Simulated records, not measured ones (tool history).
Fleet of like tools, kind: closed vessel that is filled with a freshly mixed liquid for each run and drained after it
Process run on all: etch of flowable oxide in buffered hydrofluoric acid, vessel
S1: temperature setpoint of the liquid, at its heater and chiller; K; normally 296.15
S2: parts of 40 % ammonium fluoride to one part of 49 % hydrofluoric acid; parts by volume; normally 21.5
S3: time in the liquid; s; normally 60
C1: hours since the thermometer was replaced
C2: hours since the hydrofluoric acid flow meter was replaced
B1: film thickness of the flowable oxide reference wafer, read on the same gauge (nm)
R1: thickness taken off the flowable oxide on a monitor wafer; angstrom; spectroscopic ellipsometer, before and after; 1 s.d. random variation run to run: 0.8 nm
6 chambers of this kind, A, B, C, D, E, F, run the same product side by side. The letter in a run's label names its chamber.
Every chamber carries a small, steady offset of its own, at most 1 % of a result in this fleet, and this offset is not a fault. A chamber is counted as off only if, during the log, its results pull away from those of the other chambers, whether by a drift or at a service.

Run 1B, hour 7.0: usual settings; C1 934.3; C2 1151.0; B1 39.999. Result: R1 1222.70 angstrom.
Run 2C, hour 17.7: usual settings; C1 447.9; C2 542.6; B1 39.983. Result: R1 1226.10 angstrom.
Run 3D, hour 28.3: usual settings; C1 871.2; C2 213.9; B1 39.984. Result: R1 1216.70 angstrom.
Run 4F, hour 33.4: usual settings; C1 1074.1; C2 378.0; B1 40.003. Result: R1 1231.40 angstrom.
Run 5E, hour 40.5: usual settings; C1 650.8; C2 1490.4; B1 40.007. Result: R1 1229.00 angstrom.
Run 6A, hour 50.8: usual settings; C1 1774.2; C2 987.7; B1 40.020. Result: R1 1229.40 angstrom.
Run 7B, hour 57.6: usual settings; C1 984.9; C2 1201.6; B1 40.011. Result: R1 1203.50 angstrom.
Run 8A, hour 62.6: usual settings; C1 1786.0; C2 999.5; B1 40.003. Result: R1 1224.80 angstrom.
Run 9E, hour 67.8: usual settings; C1 678.1; C2 1517.7; B1 39.998. Result: R1 1229.90 angstrom.
Run 10F, hour 74.5: usual settings; C1 1115.2; C2 419.1; B1 40.004. Result: R1 1235.30 angstrom.
Run 11C, hour 85.7: usual settings; C1 515.9; C2 610.6; B1 39.987. Result: R1 1224.90 angstrom.
Run 12D, hour 94.2: usual settings but S2 27.0 parts by volume, S3 75 s; C1 937.1; C2 279.8; B1 39.990. Result: R1 1300.40 angstrom.
Run 13B, hour 101.3: usual settings but S2 27.0 parts by volume, S3 75 s; C1 1028.6; C2 1245.3; B1 39.995. Result: R1 1289.30 angstrom.
At hour 105.7: chamber E: hydrofluoric acid flow meter replaced.
Run 14F, hour 109.6: usual settings but S2 27.0 parts by volume, S3 75 s; C1 1150.3; C2 454.2; B1 40.018. Result: R1 1307.00 angstrom.
Run 15A, hour 116.0: usual settings but S2 27.0 parts by volume, S3 75 s; C1 1839.4; C2 1052.9; B1 40.020. Result: R1 1298.10 angstrom.
Run 16D, hour 124.5: usual settings but S2 27.0 parts by volume, S3 75 s; C1 967.4; C2 310.1; B1 39.985. Result: R1 1316.70 angstrom.
Run 17E, hour 129.7: usual settings but S2 27.0 parts by volume, S3 75 s; C1 740.0; C2 24.1; B1 40.004. Result: R1 1312.90 angstrom.
Run 18C, hour 136.2: usual settings; C1 566.4; C2 661.1; B1 40.015. Result: R1 1227.00 angstrom.
Run 19A, hour 143.2: usual settings but S2 25.5 parts by volume; C1 1866.6; C2 1080.1; B1 39.996. Result: R1 1093.40 angstrom.
Run 20C, hour 154.5: usual settings but S2 25.5 parts by volume; C1 584.7; C2 679.4; B1 39.996. Result: R1 1097.40 angstrom.
Run 21F, hour 159.6: usual settings but S2 25.5 parts by volume; C1 1200.3; C2 504.2; B1 40.005. Result: R1 1109.00 angstrom.
Run 22E, hour 165.0: usual settings but S2 25.5 parts by volume; C1 775.3; C2 59.4; B1 39.992. Result: R1 1104.20 angstrom.
Run 23B, hour 170.0: usual settings but S2 25.5 parts by volume; C1 1097.3; C2 1314.0; B1 39.997. Result: R1 1088.00 angstrom.
Run 24D, hour 180.7: usual settings but S2 25.5 parts by volume; C1 1023.6; C2 366.3; B1 40.004. Result: R1 1084.70 angstrom.
Run 25F, hour 191.7: usual settings; C1 1232.4; C2 536.3; B1 39.992. Result: R1 1216.90 angstrom.
Run 26A, hour 199.9: usual settings but S3 85 s; C1 1923.3; C2 1136.8; B1 40.002. Result: R1 1746.00 angstrom.
Run 27D, hour 205.0: usual settings but S3 85 s; C1 1047.9; C2 390.6; B1 40.010. Result: R1 1733.20 angstrom.
Run 28C, hour 210.0: usual settings but S3 85 s; C1 640.2; C2 734.9; B1 40.011. Result: R1 1765.30 angstrom.
Run 29E, hour 217.6: usual settings but S3 85 s; C1 827.9; C2 112.0; B1 40.003. Result: R1 1758.20 angstrom.
Run 30B, hour 225.4: usual settings but S3 85 s; C1 1152.7; C2 1369.4; B1 40.009. Result: R1 1729.00 angstrom.
Run 31A, hour 235.1: usual settings but S3 85 s; C1 1958.5; C2 1172.0; B1 40.009. Result: R1 1739.20 angstrom.
Run 32C, hour 242.7: usual settings; C1 672.9; C2 767.6; B1 39.985. Result: R1 1242.20 angstrom.
Run 33F, hour 248.6: usual settings but S1 301.15 K, S3 35 s; C1 1289.3; C2 593.2; B1 39.990. Result: R1 932.81 angstrom.
Run 34E, hour 260.0: usual settings but S1 301.15 K, S3 35 s; C1 870.3; C2 154.4; B1 40.005. Result: R1 944.42 angstrom.
Run 35D, hour 268.1: usual settings but S1 301.15 K, S3 35 s; C1 1111.0; C2 453.7; B1 40.020. Result: R1 940.16 angstrom.
Run 36B, hour 276.7: usual settings but S1 301.15 K, S3 35 s; C1 1204.0; C2 1420.7; B1 39.992. Result: R1 946.63 angstrom.
At hour 285.3: chamber D: thermometer replaced.
Run 37F, hour 287.7: usual settings but S1 301.15 K, S3 35 s; C1 1328.4; C2 632.3; B1 39.987. Result: R1 936.41 angstrom.
Run 38A, hour 297.4: usual settings but S1 301.15 K, S3 35 s; C1 2020.8; C2 1234.3; B1 40.009. Result: R1 941.90 angstrom.
Run 39D, hour 302.9: usual settings; C1 17.6; C2 488.5; B1 39.997. Result: R1 1219.60 angstrom.
Run 40E, hour 314.0: usual settings; C1 924.3; C2 208.4; B1 39.996. Result: R1 1224.00 angstrom.
Run 41B, hour 322.3: usual settings; C1 1249.6; C2 1466.3; B1 40.003. Result: R1 1210.50 angstrom.
Run 42C, hour 333.4: usual settings; C1 763.6; C2 858.3; B1 39.995. Result: R1 1216.40 angstrom.
Run 43E, hour 340.7: usual settings; C1 951.0; C2 235.1; B1 39.985. Result: R1 1216.30 angstrom.

Which is it: a chamber that has drifted or been left off by a service, a gauge drift common to all chambers, or only each chamber's usual small offset? If a chamber is off, name it and its likeliest cause.

All chambers stay in line apart from their small fixed offsets, and the gauge does not drift.

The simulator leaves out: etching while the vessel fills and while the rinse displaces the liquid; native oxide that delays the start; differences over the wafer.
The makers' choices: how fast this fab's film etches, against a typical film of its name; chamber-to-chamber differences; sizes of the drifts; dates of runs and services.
